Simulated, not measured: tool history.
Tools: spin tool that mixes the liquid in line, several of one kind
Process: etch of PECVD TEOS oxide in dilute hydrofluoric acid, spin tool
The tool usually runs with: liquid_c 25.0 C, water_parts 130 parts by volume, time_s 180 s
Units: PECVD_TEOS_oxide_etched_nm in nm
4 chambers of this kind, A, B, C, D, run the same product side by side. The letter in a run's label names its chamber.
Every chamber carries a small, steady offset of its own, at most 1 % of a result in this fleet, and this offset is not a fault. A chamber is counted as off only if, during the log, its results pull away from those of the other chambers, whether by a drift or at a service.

run,hour,liquid_c,water_parts,time_s,"read-back film thickness of the PECVD TEOS oxide reference wafer, read on the same gauge (nm)",PECVD_TEOS_oxide_etched_nm
1B,9.8,25.0,130,180,50.028,22.077
2D,17.5,25.0,130,180,49.961,21.996
3A,26.7,25.0,130,180,49.976,21.891
4C,39.0,25.0,130,180,49.994,21.741
5D,51.2,25.0,130,180,49.980,21.756
6C,65.7,22.0,130,180,50.014,19.631
7B,77.0,22.0,130,180,50.017,19.649
8A,84.2,22.0,130,180,50.017,19.688
9A,94.1,22.0,130,180,49.970,19.483
10B,101.1,25.0,130,180,50.035,21.752
11D,113.3,25.0,130,180,49.971,22.052
12C,122.9,25.0,130,180,50.015,22.272
13B,133.5,25.0,130,180,49.960,22.135
14D,140.8,25.0,130,110,50.034,13.360
15C,148.9,25.0,130,110,50.007,13.382
16A,159.5,25.0,130,110,50.015,13.273
17D,173.1,25.0,130,110,49.963,13.195
18A,186.9,25.0,130,180,49.983,21.684
19C,194.9,21.5,95,180,49.997,27.246
20B,204.0,21.5,95,180,49.965,27.316
21C,215.8,21.5,95,180,50.018,27.075
22A,229.9,21.5,95,180,49.989,26.990
# hour 230.4: chamber B: hydrofluoric acid flow meter replaced
23B,236.4,25.0,130,180,49.988,21.960
24D,245.8,25.0,130,180,50.028,21.030
25C,256.6,25.0,130,180,49.971,22.071
26D,267.3,25.0,130,180,49.958,20.932
27B,280.6,25.0,130,180,50.000,21.577
28A,287.3,25.0,130,180,49.966,21.738
29D,299.9,25.0,130,180,50.007,20.796
30C,309.6,25.0,130,180,50.007,22.064
31A,321.4,25.0,130,180,49.991,21.703
32B,329.3,25.0,130,85,50.037,10.263

All chambers now run identical settings, listed one chamber a line with results as question marks. What results will each chamber show?
33A,340.0,25.0,130,180,,?
33B,340.0,25.0,130,180,,?
33C,340.0,25.0,130,180,,?
33D,340.0,25.0,130,180,,?

run,PECVD_TEOS_oxide_etched_nm
33A,21.858
33B,21.620
33C,21.971
33D,20.273

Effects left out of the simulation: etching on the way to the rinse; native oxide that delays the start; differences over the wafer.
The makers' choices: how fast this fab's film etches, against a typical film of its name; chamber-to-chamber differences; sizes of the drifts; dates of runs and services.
